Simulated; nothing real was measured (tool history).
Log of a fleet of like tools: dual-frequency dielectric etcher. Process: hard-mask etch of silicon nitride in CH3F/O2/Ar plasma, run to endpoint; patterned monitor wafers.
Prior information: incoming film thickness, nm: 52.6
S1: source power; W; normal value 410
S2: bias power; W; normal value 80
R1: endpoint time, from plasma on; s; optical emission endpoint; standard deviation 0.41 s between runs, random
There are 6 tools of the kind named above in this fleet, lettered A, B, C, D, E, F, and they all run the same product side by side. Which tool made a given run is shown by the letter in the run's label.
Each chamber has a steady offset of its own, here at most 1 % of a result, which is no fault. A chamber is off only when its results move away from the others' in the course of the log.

run,hour,S1,S2,R1
1B,4.8,410,80,72.117
2F,9.9,410,80,73.244
# hour 13.0: chamber E: wet clean of the chamber
3A,13.3,410,80,72.784
4D,16.6,410,80,71.816
5C,19.3,320,97,73.837
6E,22.4,320,97,74.488
7A,25.6,320,97,74.062
8B,30.5,320,97,74.094
9D,35.6,320,97,73.224
10F,38.8,320,97,75.476
11C,41.7,410,80,72.803
# hour 45.6: chamber F: wet clean of the chamber
# hour 47.0: chamber D: wet clean of the chamber
12E,47.1,410,80,72.272
13C,50.0,410,80,72.217
14E,55.3,410,80,73.665
15D,59.5,410,80,72.501
16B,63.0,440,92,67.261
17A,68.2,440,92,66.907
18F,70.8,440,92,67.837
19F,75.8,440,92,67.263
20D,81.3,440,92,66.885
# hour 84.0: chamber A: bias power generator calibrated
21E,85.4,440,92,67.568
22A,90.7,410,70,75.869
23B,94.5,410,70,75.744
24C,97.2,410,70,75.239
25A,100.8,410,70,75.741
26D,103.9,410,70,75.210
27E,108.5,410,70,76.587
28F,113.5,410,80,73.321
29C,116.8,410,80,72.271
30B,122.4,410,80,72.198
31D,125.5,460,89,65.926
32E,129.1,460,89,67.573
33F,131.7,460,89,67.551
34C,136.2,460,89,66.947
35B,140.4,460,89,66.683
36A,143.2,460,89,66.849
37C,147.2,410,80,73.145
38A,150.2,410,80,72.185
39F,155.2,410,80,72.920
40D,159.2,410,80,72.140
41E,162.4,410,80,72.276

For the next run the whole fleet of 6 chambers uses the same settings. Give each chamber's results:
42A,166.5,410,80,?
42B,166.5,410,80,?
42C,166.5,410,80,?
42D,166.5,410,80,?
42E,166.5,410,80,?
42F,166.5,410,80,?

run,R1
42A,73.265
42B,72.338
42C,72.737
42D,72.298
42E,73.297
42F,73.285
